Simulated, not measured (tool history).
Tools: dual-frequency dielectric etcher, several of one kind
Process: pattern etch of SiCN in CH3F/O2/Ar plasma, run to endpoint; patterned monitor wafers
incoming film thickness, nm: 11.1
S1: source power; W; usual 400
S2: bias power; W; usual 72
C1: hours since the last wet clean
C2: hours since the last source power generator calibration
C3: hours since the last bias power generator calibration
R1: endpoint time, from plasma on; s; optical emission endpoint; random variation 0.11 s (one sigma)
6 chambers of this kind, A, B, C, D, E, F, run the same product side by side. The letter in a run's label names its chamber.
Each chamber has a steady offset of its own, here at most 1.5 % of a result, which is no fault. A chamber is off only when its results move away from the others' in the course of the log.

run	hour	S1	S2	C1	C2	C3	R1
1A	9.3	400	72	217	3224.6	252.9	29.282
2D	15.8	400	72	119.3	1384.5	1644.9	29.647
3B	21.6	400	72	133.9	575.1	2337.4	29.611
4E	27.8	400	72	119.1	1259.9	110.5	29.649
5F	34.6	400	72	190.4	4035.1	3049.3	29.481
6C	40.4	400	60	343.6	1574.3	2515	31.678
7A	46	400	60	253.7	3261.3	289.6	31.369
8D	53	400	60	156.5	1421.7	1682.1	31.654
9B	58.4	400	60	170.7	611.9	2374.2	31.718
10E	67.3	400	60	158.6	1299.4	150	31.512
11C	78.6	400	60	381.8	1612.5	2553.2	31.37
12F	88.8	350	87	244.6	4089.3	3103.5	28.956
13F	95.2	350	87	251	4095.7	3109.9	28.901
14D	102.8	350	87	206.3	1471.5	1731.9	29.215
15B	113.1	350	87	225.4	666.6	2428.9	29.276
16C	123.4	350	87	426.6	1657.3	2598	28.901
17E	129.3	350	87	220.6	1361.4	212	29.206
18A	141.4	400	72	349.1	3356.7	385	29.224
# hour 148: chamber C: wet clean of the chamber
19F	150.8	360	82	306.6	4151.3	3165.5	29.328
20E	162.8	360	82	254.1	1394.9	245.5	29.219
21B	169.5	360	82	281.8	723	2485.3	29.55
22C	176.5	360	82	28.6	1710.4	2651.1	29.429
# hour 176.9: chamber F: source power generator calibrated
23D	183	360	82	286.5	1551.7	1812.1	29.516
24A	191.8	360	82	399.5	3407.1	435.4	29.198
25A	198.9	400	72	406.6	3414.2	442.5	29.262
# hour 204.8: chamber D: bias power generator calibrated
26D	210.7	400	72	314.2	1579.4	6	29.908
27B	221.1	400	72	333.4	774.6	2536.9	29.693
28E	233.2	450	83	324.5	1465.3	315.9	26.324
# hour 239.8: chamber A: wet clean of the chamber
29C	244.7	450	83	96.8	1778.6	2719.3	26.908
# hour 253.6: chamber B: wet clean of the chamber
30F	254.1	450	83	409.9	77.3	3268.8	26.78
# hour 256.6: chamber C: bias power generator calibrated
31A	263.5	450	83	23.8	3478.8	507.1	26.768
32D	269.4	450	83	372.9	1638.1	64.7	27.017
# hour 276: chamber F: wet clean of the chamber
33E	278.9	450	83	370.2	1511	361.6	26.012
34F	284.4	400	72	8.4	107.6	3299.1	29.262
35C	295.3	400	72	147.4	1829.2	38.7	29.676
36B	301.1	400	72	47.5	854.6	2616.9	29.73
37B	311.6	400	72	58	865.1	2627.4	29.819
38C	320.7	400	72	172.8	1854.6	64.1	29.713

What goes on in this fleet: one chamber off, a drifting gauge, or nothing beyond the chambers' own small offsets? Name the chamber and the cause, if any.

Chamber E drifts away from the others.
Cause: etch rate over this chamber's usual, % = 4.59.

Here are 4 candidates for chamber E's next run, each the usual settings with a change, their results left as question marks. Which one brings its results back in line with what the others give on the usual settings?
In line means no further than this from the other chambers' mean on the usual settings: R1 0.37 s
39E-1	329.5	400	59				?
39E-2	329.5	450	72				?
39E-3	329.5	440	79				?
39E-4	329.5	380	68				?

The other chambers' mean on the usual settings: R1 29.598 s
run	R1
39E-1	30.295
39E-2	27.066
39E-3	26.421
39E-4	29.431
39E-4 brings the chamber back in line.

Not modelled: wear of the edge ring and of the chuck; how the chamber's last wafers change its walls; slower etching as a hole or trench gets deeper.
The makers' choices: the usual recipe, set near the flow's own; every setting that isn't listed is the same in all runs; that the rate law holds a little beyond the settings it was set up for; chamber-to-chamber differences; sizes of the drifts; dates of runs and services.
